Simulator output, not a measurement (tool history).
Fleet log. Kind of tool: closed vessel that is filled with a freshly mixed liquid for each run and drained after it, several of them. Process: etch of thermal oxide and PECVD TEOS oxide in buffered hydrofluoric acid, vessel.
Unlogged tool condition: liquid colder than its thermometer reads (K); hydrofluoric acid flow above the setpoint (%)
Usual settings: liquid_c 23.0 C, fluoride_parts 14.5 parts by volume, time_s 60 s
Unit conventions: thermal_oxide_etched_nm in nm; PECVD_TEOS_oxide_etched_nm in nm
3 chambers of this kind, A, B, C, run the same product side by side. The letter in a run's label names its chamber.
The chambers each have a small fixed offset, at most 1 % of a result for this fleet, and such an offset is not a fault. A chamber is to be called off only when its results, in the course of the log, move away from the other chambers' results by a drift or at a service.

run	hour	liquid_c	fluoride_parts	time_s	hours since the thermometer was replaced	hours since the hydrofluoric acid flow meter was replaced	read-back film thickness of the thermal oxide reference wafer, read on the same gauge (nm)	read-back film thickness of the PECVD TEOS oxide reference wafer, read on the same gauge (nm)	thermal_oxide_etched_nm	PECVD_TEOS_oxide_etched_nm
1B	10.1	23.0	14.5	60	1102.1	1622.9	59.993	99.993	44.413	67.140
2C	22.0	23.0	14.5	60	540.7	902.8	60.008	99.993	44.863	67.383
3A	30.6	23.0	14.5	60	50.6	236.4	60.004	100.020	44.460	66.872
4C	36.0	23.0	14.5	60	554.7	916.8	59.985	100.000	44.579	66.787
5B	46.3	23.0	14.5	60	1138.3	1659.1	59.997	99.990	44.455	67.657
6A	53.8	24.5	19.5	60	73.8	259.6	59.994	100.020	36.069	54.740
7B	59.3	24.5	19.5	60	1151.3	1672.1	59.991	99.998	35.961	54.851
8C	64.6	24.5	19.5	60	583.3	945.4	59.982	100.010	36.049	53.600
9A	72.1	23.0	14.5	60	92.1	277.9	60.014	100.010	44.554	67.429
10A	77.5	23.0	14.5	60	97.5	283.3	59.996	99.984	44.672	67.031
11B	82.7	23.0	20.0	35	1174.7	1695.5	60.004	99.982	18.881	28.670
12C	94.1	23.0	20.0	35	612.8	974.9	60.001	99.996	19.014	28.459
13B	101.1	23.0	20.0	35	1193.1	1713.9	60.003	100.010	18.754	28.518
14A	108.4	23.0	14.5	60	128.4	314.2	60.022	99.994	44.515	67.081
15C	114.5	23.0	14.5	60	633.2	995.3	59.973	100.010	44.633	67.155
16B	122.7	23.0	14.5	60	1214.7	1735.5	59.976	99.992	44.557	67.501
17A	128.5	23.0	14.5	60	148.5	334.3	60.004	99.996	44.131	67.451
18C	139.6	26.0	17.0	60	658.3	1020.4	60.013	100.030	45.101	66.948
19C	146.5	26.0	17.0	60	665.2	1027.3	59.974	100.020	44.434	66.691
20A	157.6	26.0	17.0	60	177.6	363.4	59.976	99.986	44.720	67.717
21B	167.3	23.0	14.5	60	1259.3	1780.1	60.002	99.989	44.449	67.241
22A	178.2	23.0	14.5	60	198.2	384.0	60.012	100.010	44.528	66.635
23B	186.4	23.0	14.5	60	1278.4	1799.2	60.013	100.020	44.325	67.585
24C	196.3	23.0	14.5	60	715.0	1077.1	59.994	99.985	44.408	66.432
25C	205.7	23.0	11.0	60	724.4	1086.5	60.003	100.020	58.616	87.881

All 3 chambers run these settings next. Forecast each chamber's results:
26A	214.2	25.0	14.5	60					?	?
26B	214.2	25.0	14.5	60					?	?
26C	214.2	25.0	14.5	60					?	?

run	thermal_oxide_etched_nm	PECVD_TEOS_oxide_etched_nm
26A	49.433	74.727
26B	49.918	76.118
26C	49.785	74.035
